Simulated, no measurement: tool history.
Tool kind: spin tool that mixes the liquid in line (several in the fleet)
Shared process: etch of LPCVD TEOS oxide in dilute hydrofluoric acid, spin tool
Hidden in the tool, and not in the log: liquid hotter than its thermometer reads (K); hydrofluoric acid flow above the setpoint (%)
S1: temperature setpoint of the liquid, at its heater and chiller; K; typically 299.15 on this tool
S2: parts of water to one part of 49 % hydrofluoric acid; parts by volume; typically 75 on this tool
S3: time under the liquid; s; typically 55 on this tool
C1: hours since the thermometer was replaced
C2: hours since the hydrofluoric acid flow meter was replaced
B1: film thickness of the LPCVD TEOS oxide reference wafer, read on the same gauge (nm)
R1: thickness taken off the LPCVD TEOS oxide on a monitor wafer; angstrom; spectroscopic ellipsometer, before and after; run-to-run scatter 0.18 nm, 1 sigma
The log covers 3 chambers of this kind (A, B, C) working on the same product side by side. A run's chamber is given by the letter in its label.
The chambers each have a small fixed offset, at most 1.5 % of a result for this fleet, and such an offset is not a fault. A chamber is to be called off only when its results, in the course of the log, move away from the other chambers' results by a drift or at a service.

run   hour      S1  S2  S3      C1     C2      B1      R1
 1B   11.6  299.15  75  55   779.2  178.7  80.012   361.1
 2C     22  299.15  75  55    1489  525.6  80.009  356.28
 3A   29.2  299.15  75  55   846.8  275.4  80.055  362.82
 4A   41.3  299.15  75  55   858.9  287.5  79.967  358.82
 5C   52.4  299.15  75  55  1519.4    556  79.995  358.76
 6B   63.3  299.15  75  55   830.9  230.4  79.989  362.11
 7B   74.8  299.15  75  55   842.4  241.9  79.982  364.49
 8A   83.3  299.15  75  55   900.9  329.5  80.001   364.5
 9C   94.8  299.15  75  55  1561.8  598.4  79.982  358.15
10A  101.7  299.15  75  55   919.3  347.9  80.005  367.86
11B  110.9  299.15  75  55   878.5    278  79.976  363.98
12C  116.4  299.15  75  55  1583.4    620  80.003  358.66
13A  122.2  299.15  45  35   939.8  368.4  79.984  406.71
14B  131.4  299.15  45  35     899  298.5  79.988  398.14
15C  141.5  299.15  45  35  1608.5  645.1  80.006  394.95
16C  146.8  299.15  75  55  1613.8  650.4  80.033  358.46
17B  152.2  299.15  75  55   919.8  319.3  80.009  362.51
18A  158.6  299.15  75  55   976.2  404.8  79.997  372.91
19A  169.4  299.15  75  55     987  415.6  80.032  373.66
20C  179.9  299.15  75  55  1646.9  683.5  79.987  360.22
21B  185.5  299.15  75  55   953.1  352.6  80.029  364.41
22C  193.8  299.15  75  55  1660.8  697.4  80.031  356.77
23A  202.2  294.15  95  55  1019.8  448.4   80.02  238.48

Has any chamber moved away from the others, gradually or after a service, or does the common gauge drift, or do the chambers differ only by their own small steady offsets? State the chamber and the most likely cause if one applies.

One chamber, A, drifts off from the rest bit by bit.
Likeliest cause: hydrofluoric acid flow above the setpoint (%) = 3.87.
The log might look much the same if the cause were instead: liquid hotter than its thermometer reads (K).

Chamber A could run next with any of the 4 candidate recipes listed below; each alters the usual settings, and their results appear as question marks. Which one brings its results back in line with what the other chambers deliver on the usual settings?
Counts as in line when no further than this from what the other chambers average on the usual settings: R1 6.3 angstrom
24A-1   211  298.15  75  55               ?
24A-2   211  300.15  75  55               ?
24A-3   211  299.15  70  55               ?
24A-4   211  297.15  75  55               ?

The other chambers' mean on the usual settings: R1 360.99 angstrom
  run      R1
24A-1  363.05
24A-2  393.57
24A-3  407.68
24A-4  348.44
24A-1 puts the chamber back in line with the other chambers.

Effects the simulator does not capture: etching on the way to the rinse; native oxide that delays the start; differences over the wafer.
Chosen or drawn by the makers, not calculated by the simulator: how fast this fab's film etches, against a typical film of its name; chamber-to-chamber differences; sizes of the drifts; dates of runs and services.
